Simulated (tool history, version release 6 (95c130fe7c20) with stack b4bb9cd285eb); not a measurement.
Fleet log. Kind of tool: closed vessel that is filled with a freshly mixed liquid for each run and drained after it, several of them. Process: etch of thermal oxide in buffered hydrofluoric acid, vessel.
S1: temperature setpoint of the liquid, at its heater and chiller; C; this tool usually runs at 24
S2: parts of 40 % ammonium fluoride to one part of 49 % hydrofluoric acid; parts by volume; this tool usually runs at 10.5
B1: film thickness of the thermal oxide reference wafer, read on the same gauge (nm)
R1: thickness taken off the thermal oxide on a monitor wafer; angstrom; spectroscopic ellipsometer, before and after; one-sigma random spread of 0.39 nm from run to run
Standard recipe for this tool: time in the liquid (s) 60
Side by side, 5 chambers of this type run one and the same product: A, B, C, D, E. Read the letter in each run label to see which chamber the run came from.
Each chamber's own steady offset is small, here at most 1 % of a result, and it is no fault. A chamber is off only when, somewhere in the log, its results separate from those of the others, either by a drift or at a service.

run 1D hour=8.3 | S1=24 S2=10.5 time_in_the_liquid_(s)=60 | B1=29.995 | R1=680.22
run 2A hour=15.7 | S1=24 S2=10.5 time_in_the_liquid_(s)=60 | B1=29.989 | R1=666.62
run 3B hour=21.6 | S1=24 S2=10.5 time_in_the_liquid_(s)=60 | B1=30.016 | R1=667.84
run 4E hour=26.6 | S1=24 S2=10.5 time_in_the_liquid_(s)=60 | B1=30 | R1=674.2
run 5C hour=32.1 | S1=24 S2=10.5 time_in_the_liquid_(s)=60 | B1=30.039 | R1=668.13
run 6E hour=41.3 | S1=24 S2=10.5 time_in_the_liquid_(s)=60 | B1=30.025 | R1=674.31
run 7B hour=46.8 | S1=24 S2=10.5 time_in_the_liquid_(s)=60 | B1=29.995 | R1=668.83
run 8A hour=51.8 | S1=24 S2=10.5 time_in_the_liquid_(s)=60 | B1=29.994 | R1=666.24
run 9C hour=56.9 | S1=24 S2=10.5 time_in_the_liquid_(s)=60 | B1=29.989 | R1=670.77
run 10D hour=64.5 | S1=24 S2=10.5 time_in_the_liquid_(s)=60 | B1=29.987 | R1=676.54
run 11A hour=72.1 | S1=24 S2=10.5 time_in_the_liquid_(s)=60 | B1=30.024 | R1=671.24
run 12D hour=78.9 | S1=24 S2=10.5 time_in_the_liquid_(s)=60 | B1=30.023 | R1=677.48
run 13E hour=86.1 | S1=24 S2=13 time_in_the_liquid_(s)=35 | B1=29.972 | R1=314.68
run 14B hour=91 | S1=24 S2=13 time_in_the_liquid_(s)=35 | B1=30.01 | R1=313.6
run 15C hour=97.6 | S1=24 S2=13 time_in_the_liquid_(s)=35 | B1=30.001 | R1=320.9
run 16B hour=101.7 | S1=24 S2=13 time_in_the_liquid_(s)=35 | B1=30.009 | R1=315.45
run 17D hour=110.2 | S1=24 S2=13 time_in_the_liquid_(s)=35 | B1=30.011 | R1=323.04
run 18E hour=114.8 | S1=24 S2=10.5 time_in_the_liquid_(s)=60 | B1=29.999 | R1=670.22
run 19C hour=123.7 | S1=24 S2=10.5 time_in_the_liquid_(s)=60 | B1=30.005 | R1=678.35
run 20A hour=130.5 | S1=24 S2=10.5 time_in_the_liquid_(s)=60 | B1=30 | R1=675.84
run 21B hour=136 | S1=24 S2=10.5 time_in_the_liquid_(s)=60 | B1=29.965 | R1=665.36
run 22E hour=141 | S1=24 S2=10.5 time_in_the_liquid_(s)=60 | B1=30.007 | R1=670.48
run 23A hour=149.5 | S1=24 S2=10.5 time_in_the_liquid_(s)=60 | B1=29.988 | R1=668.6
-- hour=156.7 chamber C: thermometer replaced
run 24C hour=157 | S1=24 S2=10.5 time_in_the_liquid_(s)=60 | B1=30.024 | R1=674.88
run 25D hour=162 | S1=24 S2=10.5 time_in_the_liquid_(s)=60 | B1=29.987 | R1=685.7
run 26B hour=168.9 | S1=24 S2=10.5 time_in_the_liquid_(s)=60 | B1=30.02 | R1=668.34
run 27A hour=173.1 | S1=24 S2=10.5 time_in_the_liquid_(s)=60 | B1=29.988 | R1=666.04
run 28C hour=182.2 | S1=24 S2=10.5 time_in_the_liquid_(s)=60 | B1=30.013 | R1=669.8
run 29D hour=189.2 | S1=24 S2=10.5 time_in_the_liquid_(s)=60 | B1=30.028 | R1=680.46
run 30E hour=196.1 | S1=24 S2=10.5 time_in_the_liquid_(s)=60 | B1=29.986 | R1=667.06
run 31C hour=201 | S1=24 S2=10.5 time_in_the_liquid_(s)=60 | B1=30.006 | R1=668.41
run 32B hour=208.2 | S1=24 S2=10.5 time_in_the_liquid_(s)=60 | B1=30.007 | R1=661.65
run 33D hour=213.2 | S1=24 S2=10.5 time_in_the_liquid_(s)=60 | B1=29.977 | R1=679.43
run 34A hour=220.3 | S1=24 S2=10.5 time_in_the_liquid_(s)=60 | B1=30.031 | R1=661.03
run 35E hour=224.5 | S1=24 S2=10.5 time_in_the_liquid_(s)=60 | B1=30.022 | R1=669.33
run 36C hour=231.3 | S1=24 S2=10.5 time_in_the_liquid_(s)=60 | B1=29.957 | R1=666.18

Next, all 5 chambers run the settings below, one line each with question marks for the results. What does each chamber give?
run 37A hour=238.1 | S1=22 S2=10.5 time_in_the_liquid_(s)=60 | R1=?
run 37B hour=238.1 | S1=22 S2=10.5 time_in_the_liquid_(s)=60 | R1=?
run 37C hour=238.1 | S1=22 S2=10.5 time_in_the_liquid_(s)=60 | R1=?
run 37D hour=238.1 | S1=22 S2=10.5 time_in_the_liquid_(s)=60 | R1=?
run 37E hour=238.1 | S1=22 S2=10.5 time_in_the_liquid_(s)=60 | R1=?

run=37A R1=600.13
run=37B R1=597.6
run=37C R1=605.69
run=37D R1=607.82
run=37E R1=592.36
